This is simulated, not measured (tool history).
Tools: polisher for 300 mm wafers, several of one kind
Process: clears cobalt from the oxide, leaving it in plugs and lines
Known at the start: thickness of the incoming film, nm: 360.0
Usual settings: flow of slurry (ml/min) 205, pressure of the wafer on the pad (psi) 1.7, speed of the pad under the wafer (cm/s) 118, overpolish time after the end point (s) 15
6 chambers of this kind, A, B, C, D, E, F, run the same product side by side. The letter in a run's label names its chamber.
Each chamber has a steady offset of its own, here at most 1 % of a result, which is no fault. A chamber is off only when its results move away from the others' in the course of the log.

run,hour,flow of slurry (ml/min),pressure of the wafer on the pad (psi),speed of the pad under the wafer (cm/s),overpolish time after the end point (s),time until the end point was called (s),dishing of a wide line in a test structure (angstrom)
1F,14.0,205,1.7,118,15,89.031,422.51
# hour 17.2: chamber B: worn pad replaced by a new one
# hour 21.5: chamber E: slurry nozzle cleaned
2B,28.4,205,1.7,118,15,86.357,428.63
3C,41.4,205,1.7,118,15,87.522,429.70
# hour 45.9: chamber C: worn pad replaced by a new one
# hour 53.7: chamber F: worn pad replaced by a new one
4E,54.2,205,1.7,118,15,84.783,422.00
# hour 61.8: chamber D: worn pad replaced by a new one
# hour 65.0: chamber A: worn pad replaced by a new one
5D,68.5,205,1.7,118,15,89.987,426.98
6A,79.8,240,1.4,118,15,101.860,381.57
# hour 81.5: chamber E: worn pad replaced by a new one
7C,93.0,240,1.4,118,15,101.970,382.91
8E,104.9,240,1.4,118,15,100.710,362.16
9F,118.4,240,1.4,118,15,104.490,375.93
# hour 121.1: chamber F: slurry nozzle cleaned
# hour 128.6: chamber B: worn pad replaced by a new one
# hour 129.7: chamber C: head pressure recalibrated
10B,131.4,240,1.4,118,15,101.570,376.01
# hour 136.8: chamber C: worn pad replaced by a new one
# hour 143.4: chamber F: worn pad replaced by a new one
11A,147.4,240,1.4,118,15,107.150,396.25
12D,162.5,205,1.7,118,15,88.424,425.48
# hour 173.9: chamber D: worn pad replaced by a new one
13F,174.6,205,1.7,118,15,88.612,417.97
# hour 175.5: chamber C: slurry nozzle cleaned
# hour 180.8: chamber A: worn pad replaced by a new one
# hour 181.9: chamber E: worn pad replaced by a new one
14C,188.5,205,1.7,118,15,89.187,425.88
15D,196.0,205,1.7,118,15,88.327,417.11
16A,212.0,205,1.7,118,15,86.567,412.55
17E,225.0,205,1.7,118,15,87.785,421.90
# hour 232.5: chamber F: worn pad replaced by a new one
18B,236.1,205,1.7,78,21,133.770,405.80
# hour 242.5: chamber B: worn pad replaced by a new one
19F,249.7,205,1.7,78,21,130.470,397.98
# hour 254.1: chamber C: worn pad replaced by a new one
# hour 255.7: chamber B: head pressure recalibrated
20C,261.8,205,1.7,78,21,133.040,400.18
# hour 265.3: chamber A: slurry nozzle cleaned
# hour 274.6: chamber A: worn pad replaced by a new one
21D,274.6,205,1.7,78,21,131.950,402.26
# hour 278.1: chamber D: worn pad replaced by a new one
22B,287.7,205,1.7,78,21,130.550,407.65
# hour 294.3: chamber E: worn pad replaced by a new one
23A,295.5,205,1.7,78,21,130.870,401.21
24E,304.9,155,1.7,158,15,68.585,468.98
25C,312.0,155,1.7,158,15,67.223,489.04
# hour 316.6: chamber A: head pressure recalibrated
# hour 317.8: chamber B: slurry nozzle cleaned
26D,325.1,155,1.7,158,15,67.538,487.75
# hour 325.4: chamber D: head pressure recalibrated
# hour 329.1: chamber F: head pressure recalibrated
27F,336.4,155,1.7,158,15,67.411,478.20
# hour 346.0: chamber F: worn pad replaced by a new one
# hour 348.7: chamber D: slurry nozzle cleaned
# hour 351.4: chamber C: worn pad replaced by a new one
28A,352.4,155,1.7,158,15,67.677,503.17
# hour 353.7: chamber B: worn pad replaced by a new one
# hour 364.1: chamber E: slurry nozzle cleaned
29B,367.6,155,1.7,158,15,69.030,501.91
# hour 369.6: chamber E: head pressure recalibrated
30E,375.9,205,1.7,118,15,86.436,431.92
# hour 382.0: chamber A: worn pad replaced by a new one
31A,387.1,205,1.7,118,15,88.347,420.99
# hour 398.0: chamber D: worn pad replaced by a new one
# hour 400.8: chamber E: worn pad replaced by a new one
32E,402.5,205,1.7,118,15,85.086,404.12
33D,415.7,205,1.7,118,15,78.964,447.90
34B,424.9,205,1.7,118,15,89.556,418.45
35F,441.0,205,1.7,118,15,89.027,440.45
# hour 443.8: chamber C: worn pad replaced by a new one
36C,448.3,205,1.7,118,15,85.324,419.88
# hour 454.2: chamber B: worn pad replaced by a new one
37E,460.6,205,1.7,118,15,87.128,409.37
# hour 464.3: chamber F: worn pad replaced by a new one
38B,472.8,205,1.7,118,15,89.638,424.33
39A,480.3,205,1.7,118,15,87.140,416.33
40D,489.4,205,1.7,96,15,93.915,406.18
41C,502.3,205,1.7,96,15,104.740,386.77
42F,515.2,205,1.7,96,15,107.120,369.31

Next, every chamber runs the same settings. What will each give?
43A,526.8,205,1.7,118,15,?,?
43B,526.8,205,1.7,118,15,?,?
43C,526.8,205,1.7,118,15,?,?
43D,526.8,205,1.7,118,15,?,?
43E,526.8,205,1.7,118,15,?,?
43F,526.8,205,1.7,118,15,?,?

run,time until the end point was called (s),dishing of a wide line in a test structure (angstrom)
43A,84.196,404.55
43B,88.109,420.45
43C,85.788,426.12
43D,79.588,452.73
43E,84.838,433.77
43F,86.493,423.08

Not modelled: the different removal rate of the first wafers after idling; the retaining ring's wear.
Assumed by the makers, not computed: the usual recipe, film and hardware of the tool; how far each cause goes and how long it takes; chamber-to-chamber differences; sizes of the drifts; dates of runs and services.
